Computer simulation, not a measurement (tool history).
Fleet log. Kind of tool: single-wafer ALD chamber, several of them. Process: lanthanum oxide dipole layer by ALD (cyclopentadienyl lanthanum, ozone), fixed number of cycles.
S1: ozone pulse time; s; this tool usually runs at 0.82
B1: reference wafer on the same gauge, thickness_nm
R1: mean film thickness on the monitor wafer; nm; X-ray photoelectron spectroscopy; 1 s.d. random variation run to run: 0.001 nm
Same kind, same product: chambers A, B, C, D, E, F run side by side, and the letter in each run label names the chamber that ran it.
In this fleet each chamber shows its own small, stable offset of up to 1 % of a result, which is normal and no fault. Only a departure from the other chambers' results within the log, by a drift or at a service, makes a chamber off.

run   hour    S1       B1       R1
 1D    5.9  0.82   0.4559  0.46641
 2E   13.9  0.82  0.45614  0.46498
 3B   19.4  0.82  0.45576  0.46293
 4C   27.8  0.82  0.45584  0.46331
 5F   33.6  0.92  0.45601  0.48286
        43  -- chamber D: thermocouple changed; heater temperature recalibrated
 6A   43.5  0.92  0.45591  0.48419
 7C   54.1  0.92  0.45639  0.48423
 8D   64.4  0.92  0.45613  0.48856
      68.1  -- chamber E: thermocouple changed; heater temperature recalibrated
 9E     74  0.92  0.45578  0.48608
10F   80.3  0.92   0.4561  0.48282
11A     87  0.82  0.45642  0.46369
      90.8  -- chamber B: ozone generator serviced
12B   97.6  0.82  0.45604  0.46509
13E  106.7  0.82  0.45589   0.4658
14D  113.3  0.82  0.45602  0.46735
15A  121.7  0.82   0.4559  0.46352
16C  132.2  0.82  0.45596  0.46164
17B  142.3  0.82  0.45568  0.46535
18F  148.6  0.82  0.45589  0.46113
19B  153.5  0.82    0.456  0.46392
20F  158.8  0.82  0.45579  0.46324
21E  163.9  0.82   0.4559  0.46537
22C  174.6  0.82  0.45584  0.46252
23D  181.6  0.82  0.45587  0.46851
     186.2  -- chamber A: thermocouple changed; heater temperature recalibrated
24A  190.6  0.82  0.45604  0.46333
25C  198.3  0.82  0.45609  0.46186
26B  206.4  0.82  0.45581  0.46546
     207.4  -- chamber E: ozone generator serviced
27D  211.3  0.82  0.45607  0.46697
28A    221  0.82  0.45596  0.46327
29E  231.9  0.82  0.45606  0.46801
30F  238.4  0.82  0.45586  0.46113
31C  248.1  0.82  0.45588  0.45965
     252.7  -- chamber A: ozone generator serviced
     253.2  -- chamber B: thermocouple changed; heater temperature recalibrated
32F  258.9  0.82  0.45607  0.46323
33A  264.5  0.82   0.4561  0.46313
34E  269.9  0.82   0.4561  0.46526
35D  278.7  1.02  0.45577  0.50285
36B  288.4  1.02  0.45596  0.49971
37F  295.8  1.02  0.45592  0.49911
38C  301.7  1.02  0.45602  0.49525
39A  311.8  1.02  0.45617  0.50235
40D  317.3  1.02   0.4561  0.50271
41E  326.8  0.82  0.45606  0.46779
42B  336.9  0.82  0.45606  0.46588
43B  345.8  0.82  0.45583  0.46441
44C  351.3  0.82  0.45601  0.45748

All 6 chambers run these settings next. Forecast each chamber's results:
45A  359.1  0.82       ?
45B  359.1  0.82       ?
45C  359.1  0.82       ?
45D  359.1  0.82       ?
45E  359.1  0.82       ?
45F  359.1  0.82       ?

run       R1
45A  0.46544
45B  0.46405
45C  0.45785
45D  0.46678
45E  0.46729
45F  0.46275

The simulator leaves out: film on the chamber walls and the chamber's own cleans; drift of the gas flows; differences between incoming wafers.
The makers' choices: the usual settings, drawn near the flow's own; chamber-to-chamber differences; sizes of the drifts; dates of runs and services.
